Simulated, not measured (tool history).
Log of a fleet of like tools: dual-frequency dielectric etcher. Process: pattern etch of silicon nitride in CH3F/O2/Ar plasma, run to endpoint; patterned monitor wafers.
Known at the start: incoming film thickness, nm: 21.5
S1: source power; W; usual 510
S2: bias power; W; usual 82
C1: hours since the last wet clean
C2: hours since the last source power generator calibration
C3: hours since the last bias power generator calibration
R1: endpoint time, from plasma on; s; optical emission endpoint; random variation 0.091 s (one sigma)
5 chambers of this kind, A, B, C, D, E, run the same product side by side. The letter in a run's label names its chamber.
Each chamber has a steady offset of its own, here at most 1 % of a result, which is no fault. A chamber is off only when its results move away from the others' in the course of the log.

Run 1D, hour 4.1: usual settings; C1 378; C2 1445.5; C3 1436. Result: R1 26.988 s.
Run 2C, hour 10.4: usual settings; C1 353; C2 1018.4; C3 1991.9. Result: R1 27.255 s.
Run 3E, hour 16.2: usual settings; C1 125.1; C2 74.5; C3 79.3. Result: R1 27.314 s.
Run 4B, hour 24.7: usual settings; C1 250.2; C2 3004.8; C3 1412.1. Result: R1 26.888 s.
Run 5A, hour 32.7: usual settings but S1 460 W; C1 321.5; C2 2729; C3 40.6. Result: R1 27.992 s.
Run 6A, hour 40.7: usual settings but S1 460 W; C1 329.5; C2 2737; C3 48.6. Result: R1 27.933 s.
Run 7E, hour 46.5: usual settings but S1 460 W; C1 155.4; C2 104.8; C3 109.6. Result: R1 28.514 s.
Run 8B, hour 50.8: usual settings but S1 460 W; C1 276.3; C2 3030.9; C3 1438.2. Result: R1 28.145 s.
Run 9C, hour 57.6: usual settings but S1 460 W; C1 400.2; C2 1065.6; C3 2039.1. Result: R1 28.323 s.
Run 10D, hour 64.7: usual settings but S1 460 W; C1 438.6; C2 1506.1; C3 1496.6. Result: R1 28.113 s.
Run 11C, hour 70.7: usual settings but S1 460 W; C1 413.3; C2 1078.7; C3 2052.2. Result: R1 28.272 s.
Run 12D, hour 78.7: usual settings but S1 460 W; C1 452.6; C2 1520.1; C3 1510.6. Result: R1 27.993 s.
At hour 85.2: chamber A: wet clean of the chamber.
Run 13B, hour 86.2: usual settings but S1 460 W; C1 311.7; C2 3066.3; C3 1473.6. Result: R1 27.953 s.
Run 14E, hour 94.1: usual settings but S1 460 W; C1 203; C2 152.4; C3 157.2. Result: R1 28.359 s.
Run 15A, hour 98.4: usual settings; C1 13.2; C2 2794.7; C3 106.3. Result: R1 26.941 s.
Run 16A, hour 105.1: usual settings; C1 19.9; C2 2801.4; C3 113. Result: R1 26.801 s.
Run 17B, hour 111.8: usual settings; C1 337.3; C2 3091.9; C3 1499.2. Result: R1 26.538 s.
At hour 115.7: chamber C: wet clean of the chamber.
At hour 116.7: chamber B: source power generator calibrated.
Run 18E, hour 117.2: usual settings; C1 226.1; C2 175.5; C3 180.3. Result: R1 27.478 s.
Run 19D, hour 122.6: usual settings; C1 496.5; C2 1564; C3 1554.5. Result: R1 27.138 s.
Run 20C, hour 129: usual settings; C1 13.3; C2 1137; C3 2110.5. Result: R1 26.961 s.
Run 21A, hour 135: usual settings; C1 49.8; C2 2831.3; C3 142.9. Result: R1 27.111 s.
Run 22B, hour 141.2: usual settings; C1 366.7; C2 24.6; C3 1528.6. Result: R1 26.625 s.
Run 23D, hour 147.3: usual settings; C1 521.2; C2 1588.7; C3 1579.2. Result: R1 27.101 s.
Run 24E, hour 154.3: usual settings; C1 263.2; C2 212.6; C3 217.4. Result: R1 27.503 s.
Run 25C, hour 158.1: usual settings; C1 42.4; C2 1166.1; C3 2139.6. Result: R1 27.12 s.
Run 26D, hour 162.4: usual settings; C1 536.3; C2 1603.8; C3 1594.3. Result: R1 26.852 s.
At hour 165.2: chamber D: wet clean of the chamber.
Run 27B, hour 169.9: usual settings but S2 71 W; C1 395.4; C2 53.3; C3 1557.3. Result: R1 27.713 s.
Run 28C, hour 176.9: usual settings but S2 71 W; C1 61.2; C2 1184.9; C3 2158.4. Result: R1 28.55 s.
Run 29A, hour 183.5: usual settings but S2 71 W; C1 98.3; C2 2879.8; C3 191.4. Result: R1 28.259 s.
Run 30E, hour 187.8: usual settings but S2 71 W; C1 296.7; C2 246.1; C3 250.9. Result: R1 28.784 s.
Run 31B, hour 193.9: usual settings but S2 71 W; C1 419.4; C2 77.3; C3 1581.3. Result: R1 27.64 s.
Run 32C, hour 200.3: usual settings; C1 84.6; C2 1208.3; C3 2181.8. Result: R1 27.137 s.
Run 33A, hour 205.8: usual settings; C1 120.6; C2 2902.1; C3 213.7. Result: R1 26.727 s.
Run 34D, hour 213.2: usual settings; C1 48; C2 1654.6; C3 1645.1. Result: R1 27.192 s.
Run 35E, hour 218.8: usual settings; C1 327.7; C2 277.1; C3 281.9. Result: R1 27.166 s.
Run 36A, hour 226.7: usual settings; C1 141.5; C2 2923; C3 234.6. Result: R1 26.86 s.
Run 37C, hour 233.9: usual settings but S1 430 W; C1 118.2; C2 1241.9; C3 2215.4. Result: R1 29.078 s.
Run 38B, hour 237.6: usual settings but S1 430 W; C1 463.1; C2 121; C3 1625. Result: R1 27.855 s.
Run 39E, hour 245.4: usual settings but S1 430 W; C1 354.3; C2 303.7; C3 308.5. Result: R1 29.098 s.
Run 40D, hour 250.1: usual settings but S1 430 W; C1 84.9; C2 1691.5; C3 1682. Result: R1 28.976 s.
Run 41B, hour 256.3: usual settings but S1 430 W; C1 481.8; C2 139.7; C3 1643.7. Result: R1 28.091 s.
Run 42E, hour 264.7: usual settings but S1 550 W, S2 67 W; C1 373.6; C2 323; C3 327.8. Result: R1 28.215 s.
Run 43D, hour 271.5: usual settings but S1 550 W, S2 67 W; C1 106.3; C2 1712.9; C3 1703.4. Result: R1 27.956 s.

Next, every chamber runs the same settings. What will each give?
Run 44A, hour 277.6: usual settings but S2 64 W. Result: R1 ?.
Run 44B, hour 277.6: usual settings but S2 64 W. Result: R1 ?.
Run 44C, hour 277.6: usual settings but S2 64 W. Result: R1 ?.
Run 44D, hour 277.6: usual settings but S2 64 W. Result: R1 ?.
Run 44E, hour 277.6: usual settings but S2 64 W. Result: R1 ?.

run      R1
44A  29.171
44B  28.295
44C   29.47
44D  29.323
44E  29.712
